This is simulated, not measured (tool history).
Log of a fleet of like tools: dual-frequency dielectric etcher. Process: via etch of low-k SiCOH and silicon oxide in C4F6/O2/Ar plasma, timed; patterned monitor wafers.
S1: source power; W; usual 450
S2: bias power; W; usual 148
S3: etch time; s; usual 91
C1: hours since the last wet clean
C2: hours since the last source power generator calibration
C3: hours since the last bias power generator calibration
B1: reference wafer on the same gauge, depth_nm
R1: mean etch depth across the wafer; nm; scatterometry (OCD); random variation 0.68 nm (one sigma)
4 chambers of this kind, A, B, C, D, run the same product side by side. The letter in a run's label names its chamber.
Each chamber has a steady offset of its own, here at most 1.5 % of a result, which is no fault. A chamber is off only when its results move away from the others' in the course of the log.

run	day	S1	S2	S3	C1	C2	C3	B1	R1
1A	0.325	450	148	91	461.8	112.6	61.6	273.98	252.01
2B	0.533	450	148	91	355.2	437.5	375.4	274.29	255.25
3D	0.8	450	148	91	261.6	3223.9	342.8	273.91	253.88
4C	1.212	450	148	91	130.4	3428.1	1292.6	273.96	248.86
5D	1.5	400	148	91	278.4	3240.7	359.6	274.09	243.53
6C	1.879	400	148	91	146.4	3444.1	1308.6	274.11	237.41
7B	2.208	400	148	91	395.4	477.7	415.6	273.9	242.42
8A	2.579	400	148	91	515.9	166.7	115.7	274.08	238.78
9B	2.788	450	148	91	409.3	491.6	429.5	274.02	254.25
10C	3.138	450	148	91	176.6	3474.3	1338.8	274.11	247.06
11A	3.492	450	148	91	537.8	188.6	137.6	274.04	251.84
12D	3.8	450	148	91	333.6	3295.9	414.8	274.07	255.09
13C	4.229	450	148	91	202.8	3500.5	1365	274	248.33
# day 4.375: chamber D: source power generator calibrated
14A	4.583	450	148	91	564	214.8	163.8	274.12	252.14
15D	4.842	450	148	91	358.6	11.3	439.8	274.15	258.4
16B	5.162	450	148	91	466.3	548.6	486.5	273.93	254.34
17B	5.454	450	148	91	473.3	555.6	493.5	273.95	255.1
18D	5.792	450	148	91	381.4	34.1	462.6	274.01	258
19C	6.204	450	148	91	250.2	3547.9	1412.4	273.96	248.49
20A	6.492	450	148	91	609.8	260.6	209.6	274.09	251.96
21C	6.821	450	148	91	265	3562.7	1427.2	274.07	249.26
22D	7.246	450	148	91	416.3	69	497.5	273.94	258.68
23A	7.442	450	148	101	632.6	283.4	232.4	273.81	279.75
24B	7.638	450	148	101	525.7	608	545.9	273.81	283.44
25D	8.071	450	148	101	436.1	88.8	517.3	273.95	287.22

All 4 chambers run these settings next. Forecast each chamber's results:
26A	8.388	450	121	91					?
26B	8.388	450	121	91					?
26C	8.388	450	121	91					?
26D	8.388	450	121	91					?

run	R1
26A	238.97
26B	241.17
26C	233.22
26D	242.55
